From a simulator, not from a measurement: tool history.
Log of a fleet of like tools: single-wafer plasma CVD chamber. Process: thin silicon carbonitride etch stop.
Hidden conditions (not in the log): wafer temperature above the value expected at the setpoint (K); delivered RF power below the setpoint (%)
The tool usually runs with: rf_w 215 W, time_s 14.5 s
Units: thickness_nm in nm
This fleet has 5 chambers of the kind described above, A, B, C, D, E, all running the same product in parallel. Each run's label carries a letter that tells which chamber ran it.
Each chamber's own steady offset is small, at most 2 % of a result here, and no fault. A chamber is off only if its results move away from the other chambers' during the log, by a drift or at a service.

run	hour	rf_w	time_s	hours since the last thermocouple change	hours since the last RF generator calibration	read-back reference wafer on the same gauge, thickness_nm	thickness_nm
1E	10.8	215	14.5	2626.1	948.1	7.4238	8.4364
2A	18.4	215	14.5	777.6	698.9	7.4203	8.2905
3B	27.9	215	14.5	372.0	43.8	7.4122	8.5077
4C	37.4	215	14.5	1837.2	126.7	7.4242	8.6102
5D	43.8	215	14.5	94.7	488.8	7.4218	8.4018
6D	54.9	215	14.5	105.8	499.9	7.4178	8.3405
7A	61.1	215	14.5	820.3	741.6	7.4211	8.3719
8B	69.5	215	14.5	413.6	85.4	7.4248	8.3439
9C	78.1	215	14.5	1877.9	167.4	7.4222	8.5812
10E	83.2	215	14.5	2698.5	1020.5	7.4186	8.5364
11D	90.2	215	14.5	141.1	535.2	7.4171	8.4443
12E	96.7	215	15.5	2712.0	1034.0	7.4218	9.1400
13C	101.8	215	15.5	1901.6	191.1	7.4155	9.1938
14A	111.5	215	15.5	870.7	792.0	7.4189	8.8503
# hour 113.6: chamber E: thermocouple changed; heater temperature recalibrated
15B	117.3	215	15.5	461.4	133.2	7.4132	9.0886
16B	122.5	215	15.5	466.6	138.4	7.4203	9.0676
17C	131.4	215	14.5	1931.2	220.7	7.4201	8.6240
18A	139.7	215	14.5	898.9	820.2	7.4150	8.3153
19D	148.4	215	14.5	199.3	593.4	7.4219	8.4175
20E	155.6	235	12.3	42.0	1092.9	7.4234	7.3977
21C	165.5	235	12.3	1965.3	254.8	7.4207	7.4559
22E	175.2	235	12.3	61.6	1112.5	7.4182	7.4351
23B	183.7	235	12.3	527.8	199.6	7.4292	7.3460
24A	194.4	235	12.3	953.6	874.9	7.4232	7.2662
25D	200.7	215	14.5	251.6	645.7	7.4284	8.3491
26C	210.9	215	14.5	2010.7	300.2	7.4121	8.5669
27E	217.1	255	16.3	103.5	1154.4	7.4117	10.1050
28B	224.7	255	16.3	568.8	240.6	7.4204	9.9428
29A	229.6	255	16.3	988.8	910.1	7.4062	9.8637
30D	237.8	255	16.3	288.7	682.8	7.4250	9.9861
31D	249.0	255	16.3	299.9	694.0	7.4205	9.9456
32E	258.1	215	14.5	144.5	1195.4	7.4179	8.4976
33A	266.5	215	14.5	1025.7	947.0	7.4220	8.3397
34C	273.6	215	14.5	2073.4	362.9	7.4206	8.5869
35B	280.9	185	16.7	625.0	296.8	7.4175	9.4055

Next, all 5 chambers run the settings below, one line each with question marks for the results. What does each chamber give?
36A	288.9	215	12.9				?
36B	288.9	215	12.9				?
36C	288.9	215	12.9				?
36D	288.9	215	12.9				?
36E	288.9	215	12.9				?

run	thickness_nm
36A	7.3914
36B	7.4891
36C	7.6661
36D	7.4609
36E	7.5339
